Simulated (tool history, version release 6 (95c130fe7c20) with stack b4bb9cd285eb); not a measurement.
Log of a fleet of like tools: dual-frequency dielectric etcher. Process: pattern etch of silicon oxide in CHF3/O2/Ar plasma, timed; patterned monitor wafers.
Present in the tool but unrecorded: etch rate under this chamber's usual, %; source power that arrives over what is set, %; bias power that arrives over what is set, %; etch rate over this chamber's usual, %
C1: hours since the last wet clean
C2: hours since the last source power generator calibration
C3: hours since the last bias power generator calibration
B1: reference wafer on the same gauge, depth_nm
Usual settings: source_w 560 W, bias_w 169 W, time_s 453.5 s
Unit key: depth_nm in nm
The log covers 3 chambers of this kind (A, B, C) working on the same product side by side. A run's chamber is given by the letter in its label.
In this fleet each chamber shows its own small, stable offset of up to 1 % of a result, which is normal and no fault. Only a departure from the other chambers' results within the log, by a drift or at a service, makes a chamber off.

run 1A hour=3.3 | source_w=560 bias_w=169 time_s=453.5 | C1=408.7 C2=3145.8 C3=2805.0 | B1=975.99 | depth_nm=851.88
run 2B hour=7.2 | source_w=560 bias_w=169 time_s=453.5 | C1=187.6 C2=3722.6 C3=948.2 | B1=975.26 | depth_nm=861.04
run 3C hour=11.3 | source_w=560 bias_w=169 time_s=453.5 | C1=571.3 C2=1689.0 C3=2603.2 | B1=974.17 | depth_nm=857.84
run 4C hour=13.4 | source_w=560 bias_w=169 time_s=453.5 | C1=573.4 C2=1691.1 C3=2605.3 | B1=975.97 | depth_nm=859.03
run 5A hour=15.9 | source_w=560 bias_w=169 time_s=453.5 | C1=421.3 C2=3158.4 C3=2817.6 | B1=974.56 | depth_nm=851.53
-- hour=17.6 chamber C: wet clean of the chamber
run 6B hour=19.0 | source_w=560 bias_w=190 time_s=327.0 | C1=199.4 C2=3734.4 C3=960.0 | B1=974.46 | depth_nm=644.88
run 7A hour=23.2 | source_w=560 bias_w=190 time_s=327.0 | C1=428.6 C2=3165.7 C3=2824.9 | B1=974.81 | depth_nm=634.72
run 8B hour=26.5 | source_w=560 bias_w=190 time_s=327.0 | C1=206.9 C2=3741.9 C3=967.5 | B1=974.94 | depth_nm=650.87
run 9C hour=30.0 | source_w=480 bias_w=169 time_s=453.5 | C1=12.5 C2=1707.7 C3=2621.9 | B1=975.17 | depth_nm=808.90
run 10B hour=32.1 | source_w=480 bias_w=169 time_s=453.5 | C1=212.5 C2=3747.5 C3=973.1 | B1=975.09 | depth_nm=811.66
run 11C hour=35.2 | source_w=480 bias_w=169 time_s=453.5 | C1=17.7 C2=1712.9 C3=2627.1 | B1=974.94 | depth_nm=806.59
run 12A hour=37.4 | source_w=560 bias_w=169 time_s=453.5 | C1=442.8 C2=3179.9 C3=2839.1 | B1=974.91 | depth_nm=851.71
run 13C hour=41.8 | source_w=560 bias_w=169 time_s=453.5 | C1=24.3 C2=1719.5 C3=2633.7 | B1=974.74 | depth_nm=859.19
run 14A hour=45.6 | source_w=560 bias_w=169 time_s=453.5 | C1=451.0 C2=3188.1 C3=2847.3 | B1=974.86 | depth_nm=853.53
run 15B hour=50.0 | source_w=560 bias_w=169 time_s=453.5 | C1=230.4 C2=3765.4 C3=991.0 | B1=974.91 | depth_nm=862.46
run 16A hour=53.8 | source_w=560 bias_w=169 time_s=453.5 | C1=459.2 C2=3196.3 C3=2855.5 | B1=975.66 | depth_nm=847.15
run 17C hour=57.8 | source_w=560 bias_w=169 time_s=453.5 | C1=40.3 C2=1735.5 C3=2649.7 | B1=975.06 | depth_nm=852.92
-- hour=61.3 chamber A: wet clean of the chamber
run 18B hour=61.7 | source_w=560 bias_w=169 time_s=453.5 | C1=242.1 C2=3777.1 C3=1002.7 | B1=974.73 | depth_nm=858.46
run 19A hour=64.8 | source_w=560 bias_w=169 time_s=453.5 | C1=3.5 C2=3207.3 C3=2866.5 | B1=974.79 | depth_nm=836.03
run 20C hour=68.9 | source_w=480 bias_w=169 time_s=330.5 | C1=51.4 C2=1746.6 C3=2660.8 | B1=975.37 | depth_nm=592.88
run 21B hour=71.8 | source_w=480 bias_w=169 time_s=330.5 | C1=252.2 C2=3787.2 C3=1012.8 | B1=975.27 | depth_nm=589.95
run 22C hour=76.3 | source_w=480 bias_w=169 time_s=330.5 | C1=58.8 C2=1754.0 C3=2668.2 | B1=975.46 | depth_nm=592.87
run 23B hour=80.9 | source_w=560 bias_w=203 time_s=395.0 | C1=261.3 C2=3796.3 C3=1021.9 | B1=974.68 | depth_nm=797.42
run 24A hour=85.5 | source_w=560 bias_w=203 time_s=395.0 | C1=24.2 C2=3228.0 C3=2887.2 | B1=974.69 | depth_nm=777.84
run 25B hour=89.4 | source_w=560 bias_w=203 time_s=395.0 | C1=269.8 C2=3804.8 C3=1030.4 | B1=975.47 | depth_nm=801.98
run 26A hour=92.4 | source_w=560 bias_w=169 time_s=453.5 | C1=31.1 C2=3234.9 C3=2894.1 | B1=975.73 | depth_nm=834.37
run 27C hour=96.0 | source_w=560 bias_w=169 time_s=453.5 | C1=78.5 C2=1773.7 C3=2687.9 | B1=974.87 | depth_nm=854.67
run 28C hour=99.4 | source_w=560 bias_w=169 time_s=453.5 | C1=81.9 C2=1777.1 C3=2691.3 | B1=975.46 | depth_nm=858.07
run 29A hour=102.9 | source_w=560 bias_w=169 time_s=453.5 | C1=41.6 C2=3245.4 C3=2904.6 | B1=975.03 | depth_nm=835.27
run 30B hour=105.2 | source_w=560 bias_w=169 time_s=453.5 | C1=285.6 C2=3820.6 C3=1046.2 | B1=974.97 | depth_nm=867.66
run 31C hour=107.9 | source_w=560 bias_w=169 time_s=453.5 | C1=90.4 C2=1785.6 C3=2699.8 | B1=974.76 | depth_nm=856.12
run 32B hour=111.9 | source_w=560 bias_w=169 time_s=453.5 | C1=292.3 C2=3827.3 C3=1052.9 | B1=975.35 | depth_nm=858.27

All 3 chambers run these settings next. Forecast each chamber's results:
run 33A hour=115.2 | source_w=560 bias_w=169 time_s=453.5 | depth_nm=?
run 33B hour=115.2 | source_w=560 bias_w=169 time_s=453.5 | depth_nm=?
run 33C hour=115.2 | source_w=560 bias_w=169 time_s=453.5 | depth_nm=?

run=33A depth_nm=832.31
run=33B depth_nm=859.54
run=33C depth_nm=852.46
